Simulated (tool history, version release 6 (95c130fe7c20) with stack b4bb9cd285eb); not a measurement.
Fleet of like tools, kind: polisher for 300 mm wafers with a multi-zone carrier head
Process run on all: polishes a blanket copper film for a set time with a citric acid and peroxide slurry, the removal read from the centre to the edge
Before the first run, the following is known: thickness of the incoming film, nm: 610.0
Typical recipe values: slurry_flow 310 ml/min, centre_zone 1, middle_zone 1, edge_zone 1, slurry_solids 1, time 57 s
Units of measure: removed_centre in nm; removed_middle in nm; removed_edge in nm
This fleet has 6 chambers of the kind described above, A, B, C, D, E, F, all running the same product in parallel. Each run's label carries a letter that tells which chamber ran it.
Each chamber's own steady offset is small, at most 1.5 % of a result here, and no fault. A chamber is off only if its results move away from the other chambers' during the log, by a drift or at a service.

run,day,slurry_flow,centre_zone,middle_zone,edge_zone,slurry_solids,time,wafers polished on this pad,hours since the slurry nozzle was cleaned,hours since the centre zone pressure was calibrated,hours since the edge zone pressure was calibrated,removed_centre,removed_middle,removed_edge
# day 0.021: chamber D: worn pad replaced by a new one
# day 0.429: chamber C: worn pad replaced by a new one
1C,0.462,310,1,1,1,1,57,11,15.1,664.2,557.8,150,150.99,149.09
2A,0.829,310,1,1,1,1,57,842,204.3,70.3,229.1,149.17,149.47,147.34
# day 1.062: chamber B: worn pad replaced by a new one
# day 1.067: chamber A: worn pad replaced by a new one
3B,1.35,310,1,1,1,1,57,95,128.5,514.9,627.7,151.01,152.17,148.96
4F,1.696,310,1,1,1,1,57,1233,99.9,289.9,113.6,148.85,149.28,147.97
5E,2.046,310,1,1,1,1,57,870,229.8,824.4,421.7,149.43,148.11,149.45
6D,2.321,310,1,1,1,1,57,764,440.8,562.9,672.8,150.82,150.09,149.44
# day 2.55: chamber F: worn pad replaced by a new one
7D,2.592,310,1,1,1,1,57,854,447.3,569.4,679.3,146.07,150.65,152.51
# day 2.912: chamber D: worn pad replaced by a new one
8B,3.054,310,1,1,1,1,57,662,169.4,555.8,668.6,150.99,151.41,147.65
# day 3.167: chamber B: edge zone pressure recalibrated
# day 3.275: chamber E: worn pad replaced by a new one
9F,3.421,310,1,1,1,1,57,290,141.3,331.3,155,150.53,148.73,144.62
# day 3.629: chamber D: slurry nozzle cleaned
10E,3.788,310,1,1,1,1,57,170,271.6,866.2,463.5,154.1,148.34,150.82
# day 3.921: chamber A: worn pad replaced by a new one
# day 4.088: chamber B: worn pad replaced by a new one
11C,4.15,310,1,1,1,1,57,1236,103.6,752.7,646.3,143.26,150.09,147.03
# day 4.275: chamber C: worn pad replaced by a new one
# day 4.4: chamber F: centre zone pressure recalibrated
12A,4.475,310,0.91,1,1,1,57,185,291.8,157.8,316.6,135.21,145.59,146.19
13E,4.817,310,0.91,1,1,1,57,512,296.3,890.9,488.2,139.46,149.8,149.19
# day 4.942: chamber B: slurry nozzle cleaned
# day 4.979: chamber E: slurry nozzle cleaned
14D,5.321,310,0.91,1,1,1,57,800,40.6,634.9,744.8,129.19,148.78,148.35
15C,5.596,310,0.91,1,1,1,57,439,138.3,787.4,681,135.76,149.59,151.21
16A,6.05,310,0.91,1,1,1,57,708,329.6,195.6,354.4,129.61,148.11,149.89
# day 6.292: chamber D: worn pad replaced by a new one
17F,6.342,310,0.91,1,1,1,57,1261,211.4,46.7,225.1,132.23,148.01,147.5
18B,6.671,310,1,1,1,1,57,859,41.5,642.6,84.2,151.43,148.16,151.53
# day 6.908: chamber A: worn pad replaced by a new one
19D,7.092,310,1,1,1,1,57,266,83.1,677.4,787.3,141.06,149.94,148.5
# day 7.104: chamber D: edge zone pressure recalibrated
# day 7.212: chamber E: worn pad replaced by a new one
# day 7.329: chamber F: worn pad replaced by a new one
20E,7.371,310,1,1,1,1,57,52,57.5,952.2,549.5,156.99,150.84,147.83
# day 7.383: chamber B: worn pad replaced by a new one
# day 7.488: chamber A: edge zone pressure recalibrated
21C,7.821,310,1,1,1,1,57,1178,191.7,840.8,734.4,150.4,148.99,148.93
22A,8.304,310,1,1,1,1,57,464,383.7,249.7,19.7,146.8,148.91,150.11
# day 8.45: chamber C: centre zone pressure recalibrated
23F,8.658,310,1,1,1,1,57,442,267,102.3,280.7,146.3,149.55,147.96
# day 8.758: chamber C: worn pad replaced by a new one
24B,8.938,310,1,1,1,1,57,517,95.9,697,138.6,152.78,150.11,149.32
# day 9.075: chamber D: worn pad replaced by a new one
# day 9.2: chamber E: centre zone pressure recalibrated
25F,9.233,370,1.11,1,1,1,57,633,280.8,116.1,294.5,167.13,150.09,147.64
26A,9.612,370,1.11,1,1,1,57,899,415.1,281.1,51.1,166.43,149.12,150.68
# day 9.829: chamber A: worn pad replaced by a new one
27C,10.042,370,1.11,1,1,1,57,427,245,38.3,787.7,169.81,149.46,151.51
# day 10.288: chamber B: worn pad replaced by a new one
28D,10.329,370,1.11,1,1,1,57,416,160.8,755.1,77.4,159.23,153.47,154.65
# day 10.408: chamber E: worn pad replaced by a new one
# day 10.588: chamber F: slurry nozzle cleaned
# day 10.638: chamber B: centre zone pressure recalibrated
29B,10.879,370,1.11,1,1,1,57,196,142.5,5.9,185.2,172.17,153.42,152.33
# day 11.358: chamber A: centre zone pressure recalibrated
30E,11.433,370,1.11,1,1,1,57,341,155,53.7,647,172.12,151.59,151.92
# day 11.738: chamber F: worn pad replaced by a new one
31F,11.792,310,1,1,1,1,57,18,28.9,177.5,355.9,149.58,148.9,147.27
32B,12.121,310,0.95,1,1,1,51,609,172.3,35.7,215,132.19,135.25,131.13
# day 12.279: chamber D: worn pad replaced by a new one
33D,12.583,310,0.95,1,1,1,51,101,214.9,809.2,131.5,116.83,135.78,131.99
# day 12.762: chamber C: worn pad replaced by a new one
# day 12.879: chamber A: worn pad replaced by a new one
# day 13.067: chamber B: worn pad replaced by a new one
34C,13.175,310,0.95,1,1,1,51,138,320.2,113.5,862.9,126.32,135.05,133
# day 13.638: chamber B: slurry nozzle cleaned
35E,13.779,310,0.95,1,1,1,51,1120,211.3,110,703.3,125.92,133.86,135.52
36A,14.271,310,0.95,1,1,1,51,463,526.9,69.9,162.9,125.59,132.32,133.16
37B,14.783,310,0.95,1,1,1,51,571,27.6,99.6,278.9,123.97,133.22,131.65

One chamber off, gauge drift, or nothing amiss beyond the chambers' own small offsets? If it is a chamber, which one, and what is the likeliest cause?

One chamber, D, drifts off from the rest bit by bit.
What lies behind it: centre zone's pressure below its setpoint, % = 9.98.

Chamber D could run next with any of the 4 candidate recipes listed below; each alters the usual settings, and their results appear as question marks. Which one brings its results back in line with what the other chambers deliver on the usual settings?
In line means no further than this from the other chambers' mean on the usual settings: removed_centre 7.4 nm; removed_middle 4.2 nm; removed_edge 6.2 nm
38D-1,15.221,300,0.83,1.04,1.06,1,57,,,,,?,?,?
38D-2,15.221,315,1.1,0.98,0.97,1,57,,,,,?,?,?
38D-3,15.221,330,1.17,0.94,0.91,1,58,,,,,?,?,?
38D-4,15.221,305,0.9,1.02,1.03,1,57,,,,,?,?,?

On the usual settings, the other chambers give on average: removed_centre 149.32 nm; removed_middle 148.85 nm; removed_edge 148.39 nm
run,removed_centre,removed_middle,removed_edge
38D-1,107.96,156.32,153.32
38D-2,148.07,148.5,146.92
38D-3,161.81,146.02,145.25
38D-4,118.37,153.75,151.2
It is 38D-2 that realigns the chamber with its peers.
